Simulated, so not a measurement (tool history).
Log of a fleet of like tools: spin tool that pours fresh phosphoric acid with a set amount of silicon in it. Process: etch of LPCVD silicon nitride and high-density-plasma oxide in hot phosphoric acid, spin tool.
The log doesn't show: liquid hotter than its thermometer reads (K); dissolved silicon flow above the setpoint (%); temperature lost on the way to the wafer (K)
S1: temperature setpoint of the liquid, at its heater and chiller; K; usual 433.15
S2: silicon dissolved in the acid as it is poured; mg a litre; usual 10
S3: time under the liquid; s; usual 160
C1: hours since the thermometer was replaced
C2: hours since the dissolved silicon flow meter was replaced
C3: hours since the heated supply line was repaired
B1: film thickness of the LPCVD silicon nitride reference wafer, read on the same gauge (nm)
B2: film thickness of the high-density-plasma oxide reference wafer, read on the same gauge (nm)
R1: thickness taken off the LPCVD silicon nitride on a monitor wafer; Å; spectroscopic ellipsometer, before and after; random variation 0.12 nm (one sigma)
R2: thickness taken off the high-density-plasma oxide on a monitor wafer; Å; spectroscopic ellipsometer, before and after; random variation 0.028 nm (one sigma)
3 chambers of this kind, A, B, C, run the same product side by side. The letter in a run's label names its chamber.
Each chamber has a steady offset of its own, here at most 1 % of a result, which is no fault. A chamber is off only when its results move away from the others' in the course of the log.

Run 1C, hour 6.1: usual settings; C1 277.3; C2 78.8; C3 1821.8; B1 50.069; B2 120. Result: R1 138.79 Å, R2 2.6112 Å.
Run 2A, hour 17: usual settings; C1 684.8; C2 568.9; C3 1293.6; B1 49.981; B2 120.02. Result: R1 137.49 Å, R2 2.9177 Å.
Run 3B, hour 28.9: usual settings; C1 463.6; C2 576; C3 2835.1; B1 49.999; B2 120.01. Result: R1 137.32 Å, R2 2.923 Å.
Run 4A, hour 41.1: usual settings; C1 708.9; C2 593; C3 1317.7; B1 50.007; B2 120.03. Result: R1 137.66 Å, R2 3.0119 Å.
Run 5C, hour 54.1: usual settings; C1 325.3; C2 126.8; C3 1869.8; B1 49.969; B2 119.99. Result: R1 137.74 Å, R2 3.1405 Å.
Run 6B, hour 63.8: usual settings; C1 498.5; C2 610.9; C3 2870; B1 49.999; B2 119.99. Result: R1 138.44 Å, R2 2.9664 Å.
Run 7C, hour 73: usual settings but S1 430.65 K; C1 344.2; C2 145.7; C3 1888.7; B1 50.036; B2 120.01. Result: R1 127.41 Å, R2 2.3425 Å.
Run 8A, hour 85: usual settings but S1 430.65 K; C1 752.8; C2 636.9; C3 1361.6; B1 50.015; B2 119.99. Result: R1 125.56 Å, R2 1.9633 Å.
Run 9B, hour 98.3: usual settings but S1 430.65 K; C1 533; C2 645.4; C3 2904.5; B1 49.948; B2 120.02. Result: R1 124.69 Å, R2 2.4356 Å.
Run 10C, hour 110.8: usual settings; C1 382; C2 183.5; C3 1926.5; B1 50.011; B2 120.01. Result: R1 134.67 Å, R2 2.8699 Å.
Run 11A, hour 120.3: usual settings; C1 788.1; C2 672.2; C3 1396.9; B1 49.99; B2 119.98. Result: R1 136.79 Å, R2 2.8345 Å.
At hour 128.5: chamber A: thermometer replaced.
Run 12B, hour 132.6: usual settings; C1 567.3; C2 679.7; C3 2938.8; B1 49.995; B2 119.99. Result: R1 137.51 Å, R2 2.687 Å.
Run 13A, hour 144.2: usual settings but S3 130 s; C1 15.7; C2 696.1; C3 1420.8; B1 49.975; B2 119.99. Result: R1 111.03 Å, R2 2.4049 Å.
Run 14C, hour 152.3: usual settings but S3 130 s; C1 423.5; C2 225; C3 1968; B1 49.966; B2 120.03. Result: R1 106.6 Å, R2 2.0599 Å.
Run 15B, hour 162.2: usual settings but S3 130 s; C1 596.9; C2 709.3; C3 2968.4; B1 50; B2 120. Result: R1 111.86 Å, R2 2.2752 Å.
Run 16A, hour 173.3: usual settings; C1 44.8; C2 725.2; C3 1449.9; B1 50.064; B2 119.99. Result: R1 136.3 Å, R2 3.493 Å.
Run 17B, hour 182.6: usual settings; C1 617.3; C2 729.7; C3 2988.8; B1 50.015; B2 120. Result: R1 136.76 Å, R2 2.4241 Å.
Run 18C, hour 195.3: usual settings; C1 466.5; C2 268; C3 2011; B1 49.999; B2 119.99. Result: R1 130.91 Å, R2 2.7002 Å.
Run 19C, hour 206.4: usual settings; C1 477.6; C2 279.1; C3 2022.1; B1 50.013; B2 119.98. Result: R1 131.52 Å, R2 2.8848 Å.
Run 20B, hour 214.9: usual settings but S3 90 s; C1 649.6; C2 762; C3 3021.1; B1 50.021; B2 120.02. Result: R1 76.182 Å, R2 1.6035 Å.
Run 21A, hour 222.8: usual settings but S3 90 s; C1 94.3; C2 774.7; C3 1499.4; B1 49.999; B2 119.99. Result: R1 77.289 Å, R2 1.8255 Å.
Run 22A, hour 229.2: usual settings but S3 90 s; C1 100.7; C2 781.1; C3 1505.8; B1 50; B2 120. Result: R1 78.51 Å, R2 1.5584 Å.
At hour 241.8: chamber C: thermometer replaced.
Run 23C, hour 241.9: usual settings; C1 0.2; C2 314.6; C3 2057.6; B1 50.029; B2 119.98. Result: R1 129.59 Å, R2 2.2027 Å.
Run 24B, hour 252.6: usual settings but S2 15 mg a litre, S3 240 s; C1 687.3; C2 799.7; C3 3058.8; B1 49.942; B2 120.02. Result: R1 208.13 Å, R2 3.6351 Å.
Run 25C, hour 260.5: usual settings but S2 15 mg a litre, S3 240 s; C1 18.8; C2 333.2; C3 2076.2; B1 50.012; B2 120. Result: R1 192.51 Å, R2 3.6666 Å.
Run 26A, hour 267.5: usual settings but S2 15 mg a litre, S3 240 s; C1 139; C2 819.4; C3 1544.1; B1 50.023; B2 119.99. Result: R1 203.24 Å, R2 4.0344 Å.

All 3 chambers run these settings next. Forecast each chamber's results:
Run 27A, hour 277.2: usual settings. Result: R1 ?, R2 ?.
Run 27B, hour 277.2: usual settings. Result: R1 ?, R2 ?.
Run 27C, hour 277.2: usual settings. Result: R1 ?, R2 ?.

run      R1      R2
27A  137.01  2.9015
27B  137.25   2.881
27C   126.9  2.5517

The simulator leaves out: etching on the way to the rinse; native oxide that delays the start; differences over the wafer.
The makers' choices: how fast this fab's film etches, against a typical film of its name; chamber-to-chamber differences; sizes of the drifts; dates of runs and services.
